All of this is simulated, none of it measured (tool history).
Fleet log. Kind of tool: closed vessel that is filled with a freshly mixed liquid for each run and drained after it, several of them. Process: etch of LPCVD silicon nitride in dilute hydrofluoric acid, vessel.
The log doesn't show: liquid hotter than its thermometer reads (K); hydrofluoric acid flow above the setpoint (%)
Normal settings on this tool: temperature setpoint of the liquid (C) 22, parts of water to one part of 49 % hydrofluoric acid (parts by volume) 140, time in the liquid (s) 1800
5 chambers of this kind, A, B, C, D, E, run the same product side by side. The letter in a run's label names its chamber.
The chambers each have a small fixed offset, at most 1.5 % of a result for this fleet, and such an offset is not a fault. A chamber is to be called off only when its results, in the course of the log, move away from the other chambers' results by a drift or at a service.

run   hour  temperature setpoint of the liquid (C)  parts of water to one part of 49 % hydrofluoric acid (parts by volume)  time in the liquid (s)  hours since the thermometer was replaced  hours since the hydrofluoric acid flow meter was replaced  read-back film thickness of the LPCVD silicon nitride reference wafer, read on the same gauge (nm)  thickness taken off the LPCVD silicon nitride on a monitor wafer (nm)
 1C    5.5                                      22                                                                     140                    1800                                     600.9                                                      699.5                                                                                              70.018                                                                 6.3236
 2D   12.3                                      22                                                                     140                    1800                                     380.5                                                      587.6                                                                                              69.988                                                                 6.3830
 3E   19.1                                      22                                                                     140                    1800                                     479.1                                                      159.1                                                                                              69.995                                                                 6.3679
 4B   23.8                                      22                                                                     140                    1800                                     936.9                                                      541.5                                                                                              69.965                                                                 6.3318
 5A   31.3                                      22                                                                     140                    1210                                     443.1                                                      878.4                                                                                              70.018                                                                 4.3050
 6A   38.1                                      22                                                                     140                    1210                                     449.9                                                      885.2                                                                                              69.993                                                                 4.3585
 7E   44.1                                      22                                                                     140                    1210                                     504.1                                                      184.1                                                                                              70.024                                                                 4.2502
 8B   48.3                                      22                                                                     140                    1210                                     961.4                                                      566.0                                                                                              69.998                                                                 4.2621
 9C   53.1                                      22                                                                     140                    1210                                     648.5                                                      747.1                                                                                              70.037                                                                 4.2283
10D   59.0                                      26                                                                     140                    1800                                     427.2                                                      634.3                                                                                              69.954                                                                 8.2260
11D   65.7                                      26                                                                     140                    1800                                     433.9                                                      641.0                                                                                              69.985                                                                 8.1258
12E   69.0                                      26                                                                     140                    1800                                     529.0                                                      209.0                                                                                              69.982                                                                 8.2968
13A   74.9                                      26                                                                     140                    1800                                     486.7                                                      922.0                                                                                              70.005                                                                 8.2187
14B   82.1                                      26                                                                     140                    1800                                     995.2                                                      599.8                                                                                              69.991                                                                 8.2163
15C   86.0                                      22                                                                     140                    1800                                     681.4                                                      780.0                                                                                              70.008                                                                 6.1925
16A   89.9                                      22                                                                     140                    1800                                     501.7                                                      937.0                                                                                              69.991                                                                 6.3286
17E   94.0                                      22                                                                     140                    1800                                     554.0                                                      234.0                                                                                              70.029                                                                 6.4191
18C  101.3                                      22                                                                     140                    1800                                     696.7                                                      795.3                                                                                              70.010                                                                 6.2489
19D  104.6                                      22                                                                     115                    1800                                     472.8                                                      679.9                                                                                              70.005                                                                 7.7646
20B  109.8                                      22                                                                     115                    1800                                    1022.9                                                      627.5                                                                                              69.990                                                                 7.8096
21B  115.8                                      22                                                                     115                    1800                                    1028.9                                                      633.5                                                                                              69.995                                                                 7.6536
22D  121.6                                      22                                                                     115                    1800                                     489.8                                                      696.9                                                                                              69.967                                                                 7.8017
23A  125.9                                      22                                                                     115                    1800                                     537.7                                                      973.0                                                                                              70.000                                                                 7.7404
24C  129.8                                      22                                                                     140                    1800                                     725.2                                                      823.8                                                                                              69.984                                                                 6.3723
25E  133.0                                      22                                                                     140                    1800                                     593.0                                                      273.0                                                                                              69.977                                                                 6.2927
26D  140.3                                      22                                                                     140                    1800                                     508.5                                                      715.6                                                                                              70.025                                                                 6.2415
27A  146.0                                      22                                                                     140                    1800                                     557.8                                                      993.1                                                                                              70.029                                                                 6.5061
28E  153.2                                      22                                                                     140                    1800                                     613.2                                                      293.2                                                                                              70.028                                                                 6.3057
29B  160.6                                      22                                                                     140                    1800                                    1073.7                                                      678.3                                                                                              69.982                                                                 6.4376
30C  166.8                                      22                                                                     140                    1800                                     762.2                                                      860.8                                                                                              70.009                                                                 6.3333
     168.3  -- chamber C: hydrofluoric acid flow meter replaced
31D  171.3                                      22                                                                     140                    1800                                     539.5                                                      746.6                                                                                              70.022                                                                 6.4230
32E  176.2                                      22                                                                     140                    1800                                     636.2                                                      316.2                                                                                              70.001                                                                 6.3524
33B  182.2                                      22                                                                     140                    1800                                    1095.3                                                      699.9                                                                                              70.045                                                                 6.4251
34C  186.5                                      22                                                                     140                    1800                                     781.9                                                       18.2                                                                                              70.001                                                                 6.1902
35A  190.2                                      22                                                                     140                    1800                                     602.0                                                     1037.3                                                                                              69.982                                                                 6.4471
36D  196.9                                      22                                                                     140                    1800                                     565.1                                                      772.2                                                                                              69.991                                                                 6.4453

Predict what each chamber gives when all 5 of them run the settings below next.
37A  202.3                                      22                                                                     140                    1190                                                                                                                                                                                                                                                                               ?
37B  202.3                                      22                                                                     140                    1190                                                                                                                                                                                                                                                                               ?
37C  202.3                                      22                                                                     140                    1190                                                                                                                                                                                                                                                                               ?
37D  202.3                                      22                                                                     140                    1190                                                                                                                                                                                                                                                                               ?
37E  202.3                                      22                                                                     140                    1190                                                                                                                                                                                                                                                                               ?

run  thickness taken off the LPCVD silicon nitride on a monitor wafer (nm)
37A                                                                 4.1885
37B                                                                 4.1802
37C                                                                 4.1499
37D                                                                 4.2364
37E                                                                 4.1442
